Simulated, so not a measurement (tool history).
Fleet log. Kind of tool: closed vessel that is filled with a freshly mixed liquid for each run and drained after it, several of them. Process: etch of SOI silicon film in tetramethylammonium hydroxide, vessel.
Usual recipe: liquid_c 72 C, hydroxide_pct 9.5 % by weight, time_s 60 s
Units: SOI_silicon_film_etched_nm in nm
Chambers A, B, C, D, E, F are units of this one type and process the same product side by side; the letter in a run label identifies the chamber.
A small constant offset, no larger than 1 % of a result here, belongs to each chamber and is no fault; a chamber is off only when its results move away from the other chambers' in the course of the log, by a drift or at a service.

| run | hour | liquid_c | hydroxide_pct | time_s | hours since the thermometer was replaced | hours since the hydroxide flow meter was replaced | read-back film thickness of the SOI silicon film reference wafer, read on the same gauge (nm) | SOI_silicon_film_etched_nm |
|---|---|---|---|---|---|---|---|---|
| 1D | 5.3 | 72 | 9.5 | 60 | 296.8 | 473.1 | 120.02 | 477.2 |
| 2E | 10 | 72 | 9.5 | 60 | 1503.7 | 1139.5 | 120.03 | 479.16 |
| 3C | 14.3 | 72 | 9.5 | 60 | 433.9 | 363 | 120.01 | 479.63 |
| 4F | 19.8 | 72 | 9.5 | 60 | 706.3 | 89.3 | 120.01 | 480.45 |
| 5A | 22.8 | 72 | 9.5 | 60 | 857.6 | 586.6 | 120.01 | 478.96 |
| 6B | 27.7 | 72 | 9.5 | 60 | 1753.7 | 1281.5 | 120.05 | 482.61 |
| 7C | 33 | 65 | 9.5 | 60 | 452.6 | 381.7 | 120.03 | 319.23 |
| 8F | 38.8 | 65 | 9.5 | 60 | 725.3 | 108.3 | 120 | 322 |
| 9A | 44.8 | 65 | 9.5 | 60 | 879.6 | 608.6 | 120 | 317.45 |
| 10D | 50.4 | 65 | 9.5 | 60 | 341.9 | 518.2 | 119.96 | 319.09 |
| 11B | 54.4 | 65 | 9.5 | 60 | 1780.4 | 1308.2 | 119.97 | 320.98 |
| 12E | 60 | 65 | 9.5 | 60 | 1553.7 | 1189.5 | 120.05 | 310.3 |
| 13D | 65.7 | 72 | 9.5 | 60 | 357.2 | 533.5 | 119.98 | 482.53 |
| 14C | 69.7 | 72 | 9.5 | 60 | 489.3 | 418.4 | 120.01 | 468.46 |
| 15A | 72.6 | 72 | 8.5 | 60 | 907.4 | 636.4 | 120.04 | 498.05 |
| 16F | 78.6 | 72 | 8.5 | 60 | 765.1 | 148.1 | 119.99 | 495.59 |
| 17B | 81.9 | 72 | 8.5 | 60 | 1807.9 | 1335.7 | 120.03 | 493.38 |
| 18E | 85.4 | 72 | 8.5 | 60 | 1579.1 | 1214.9 | 120.02 | 493.45 |
| 19A | 89.7 | 72 | 8.5 | 60 | 924.5 | 653.5 | 119.96 | 500.87 |
| 20B | 92.8 | 72 | 8.5 | 60 | 1818.8 | 1346.6 | 120.02 | 491.85 |
| 21C | 98.2 | 72 | 9.5 | 60 | 517.8 | 446.9 | 119.98 | 478.32 |
| 22D | 103.6 | 72 | 9.5 | 60 | 395.1 | 571.4 | 120.05 | 469.69 |
| 23F | 108.5 | 72 | 9.5 | 60 | 795 | 178 | 119.98 | 481 |
|  | 113 | chamber A: thermometer replaced |
| 24E | 114.2 | 72 | 9.5 | 60 | 1607.9 | 1243.7 | 120.02 | 474.05 |
| 25A | 116.9 | 72 | 9.5 | 60 | 3.9 | 680.7 | 120.03 | 478.55 |
| 26C | 122.9 | 72 | 9.5 | 60 | 542.5 | 471.6 | 119.98 | 483.84 |
| 27F | 127.4 | 72 | 9.5 | 60 | 813.9 | 196.9 | 119.98 | 478.44 |
| 28E | 130.4 | 72 | 9.5 | 60 | 1624.1 | 1259.9 | 120 | 469.68 |
| 29B | 134.8 | 72 | 9.5 | 60 | 1860.8 | 1388.6 | 120.01 | 485.18 |
| 30D | 138.6 | 72 | 9.5 | 60 | 430.1 | 606.4 | 119.98 | 479.85 |
| 31A | 144.6 | 72 | 9.5 | 60 | 31.6 | 708.4 | 120.02 | 466.12 |
| 32F | 149.7 | 68 | 9.5 | 60 | 836.2 | 219.2 | 119.94 | 377.96 |
| 33C | 155.4 | 68 | 9.5 | 60 | 575 | 504.1 | 120.01 | 370.98 |
|  | 157.9 | chamber E: hydroxide flow meter replaced |
| 34E | 160.6 | 68 | 9.5 | 60 | 1654.3 | 2.8 | 120.02 | 370.67 |
| 35B | 165.9 | 68 | 9.5 | 60 | 1891.9 | 1419.7 | 120.02 | 382.64 |
| 36D | 169.7 | 68 | 9.5 | 60 | 461.2 | 637.5 | 119.99 | 381.09 |

Which is it: a chamber that has drifted or been left off by a service, a gauge drift common to all chambers, or only each chamber's usual small offset? If a chamber is off, name it and its likeliest cause.

Beyond each chamber's small constant offset nothing stands out, and the gauge stays steady.
